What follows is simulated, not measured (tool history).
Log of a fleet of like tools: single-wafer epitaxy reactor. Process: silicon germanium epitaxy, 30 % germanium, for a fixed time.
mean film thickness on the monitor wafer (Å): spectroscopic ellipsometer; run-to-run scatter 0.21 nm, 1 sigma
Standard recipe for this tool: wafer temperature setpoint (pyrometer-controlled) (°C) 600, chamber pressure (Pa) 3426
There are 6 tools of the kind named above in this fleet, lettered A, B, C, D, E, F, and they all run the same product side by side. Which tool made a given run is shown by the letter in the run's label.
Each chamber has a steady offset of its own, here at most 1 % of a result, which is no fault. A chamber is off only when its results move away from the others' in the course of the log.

run   hour  wafer temperature setpoint (pyrometer-controlled) (°C)  chamber pressure (Pa)  hours since the last pyrometer calibration  hours since the last manometer calibration  read-back reference wafer on the same gauge, thickness_nm  mean film thickness on the monitor wafer (Å)
 1C    9.2                                                     600                   3426                                        34.1                                       636.7                                                     75.876                                        651.78
 2E   24.6                                                     600                   3426                                      1041.1                                      1756.3                                                     75.939                                        655.29
 3D   35.4                                                     600                   3426                                       458.0                                      1522.5                                                     75.817                                        647.76
 4B   51.0                                                     600                   3426                                       289.3                                       534.0                                                     75.864                                        651.39
 5A   62.0                                                     612                   3426                                      1315.0                                       631.1                                                     75.927                                        805.45
 6F   76.0                                                     612                   3426                                       459.8                                       425.6                                                     75.960                                        809.12
 7F   90.2                                                     612                   3426                                       474.0                                       439.8                                                     75.939                                        817.64
 8C  100.0                                                     612                   3426                                       124.9                                       727.5                                                     75.917                                        809.60
 9D  108.7                                                     612                   3426                                       531.3                                      1595.8                                                     75.916                                        805.89
10B  120.5                                                     612                   3426                                       358.8                                       603.5                                                     75.905                                        810.33
11E  131.9                                                     600                   3426                                      1148.4                                      1863.6                                                     75.879                                        657.90
12A  146.2                                                     600                   3426                                      1399.2                                       715.3                                                     75.899                                        653.08
13E  157.3                                                     600                   3426                                      1173.8                                      1889.0                                                     75.892                                        654.88
14F  167.7                                                     600                   3426                                       551.5                                       517.3                                                     75.861                                        653.65
15B  174.9                                                     600                   3426                                       413.2                                       657.9                                                     75.873                                        654.87
     176.2  -- chamber E: pyrometer calibrated
16C  188.3                                                     605                   2733                                       213.2                                       815.8                                                     75.909                                        652.38
17D  204.2                                                     605                   2733                                       626.8                                      1691.3                                                     75.870                                        650.32
18A  213.8                                                     605                   2733                                      1466.8                                       782.9                                                     75.854                                        649.25
19A  230.0                                                     605                   2733                                      1483.0                                       799.1                                                     75.912                                        652.04
20F  240.7                                                     605                   2733                                       624.5                                       590.3                                                     75.874                                        654.30
21C  249.8                                                     605                   2733                                       274.7                                       877.3                                                     75.843                                        651.44
22D  264.8                                                     613                   3093                                       687.4                                      1751.9                                                     75.855                                        782.53
23E  273.6                                                     613                   3093                                        97.4                                      2005.3                                                     75.889                                        801.66
24B  284.1                                                     613                   3093                                       522.4                                       767.1                                                     75.920                                        790.42
25F  298.0                                                     613                   3093                                       681.8                                       647.6                                                     75.873                                        788.02
26D  310.6                                                     613                   3093                                       733.2                                      1797.7                                                     75.849                                        780.97
27C  319.7                                                     613                   3093                                       344.6                                       947.2                                                     75.871                                        797.41
28A  330.8                                                     600                   3426                                      1583.8                                       899.9                                                     75.917                                        649.12
29E  339.0                                                     600                   3426                                       162.8                                      2070.7                                                     75.925                                        657.53
30B  354.5                                                     600                   3426                                       592.8                                       837.5                                                     75.941                                        646.37
31D  363.0                                                     600                   3800                                       785.6                                      1850.1                                                     75.889                                        665.83
32B  375.6                                                     600                   3800                                       613.9                                       858.6                                                     75.902                                        672.56
33C  388.3                                                     600                   3800                                       413.2                                      1015.8                                                     75.909                                        678.97
34A  401.3                                                     600                   3800                                      1654.3                                       970.4                                                     75.869                                        677.05
35E  416.0                                                     600                   3800                                       239.8                                      2147.7                                                     75.912                                        682.46
36F  425.5                                                     600                   3800                                       809.3                                       775.1                                                     75.944                                        680.67
37C  435.4                                                     600                   3426                                       460.3                                      1062.9                                                     75.917                                        651.86
38A  447.7                                                     593                   3693                                      1700.7                                      1016.8                                                     75.878                                        592.43
39F  461.8                                                     593                   3693                                       845.6                                       811.4                                                     75.866                                        592.47
40D  478.1                                                     593                   3693                                       900.7                                      1965.2                                                     75.847                                        573.34
41B  486.5                                                     593                   3693                                       724.8                                       969.5                                                     75.877                                        588.47
42E  501.6                                                     593                   3693                                       325.4                                      2233.3                                                     75.901                                        592.80

Read the log: is a single chamber off, either drifting away or since a service, is the gauge that measures every chamber drifting, or is nothing wrong beyond small per-chamber offsets? Name any odd chamber and what most likely caused it.

It is chamber D that slowly wanders off from its peers.
Likeliest cause: true pressure below the setpoint (%) = 6.11.
The log might look much the same if the cause were instead: wafer temperature below the value expected at the setpoint (K).

Here are 4 candidates for chamber D's next run, each the usual settings with a change, their results left as question marks. Which one brings its results back in line with what the others give on the usual settings?
Maximum distance from the other chambers' mean on the usual settings for a result to count as in line: mean film thickness on the monitor wafer (Å) 7.40
43D-1  513.4                                                     600                   3693                                                                                                                                                                                                ?
43D-2  513.4                                                     600                   3520                                                                                                                                                                                                ?
43D-3  513.4                                                     600                   3160                                                                                                                                                                                                ?
43D-4  513.4                                                     600                   3333                                                                                                                                                                                                ?

Usual-settings mean across the other chambers: mean film thickness on the monitor wafer (Å) 652.97
  run  mean film thickness on the monitor wafer (Å)
43D-1                                        652.66
43D-2                                        640.31
43D-3                                        613.44
43D-4                                        626.59
43D-1 puts the chamber back in line with the other chambers.

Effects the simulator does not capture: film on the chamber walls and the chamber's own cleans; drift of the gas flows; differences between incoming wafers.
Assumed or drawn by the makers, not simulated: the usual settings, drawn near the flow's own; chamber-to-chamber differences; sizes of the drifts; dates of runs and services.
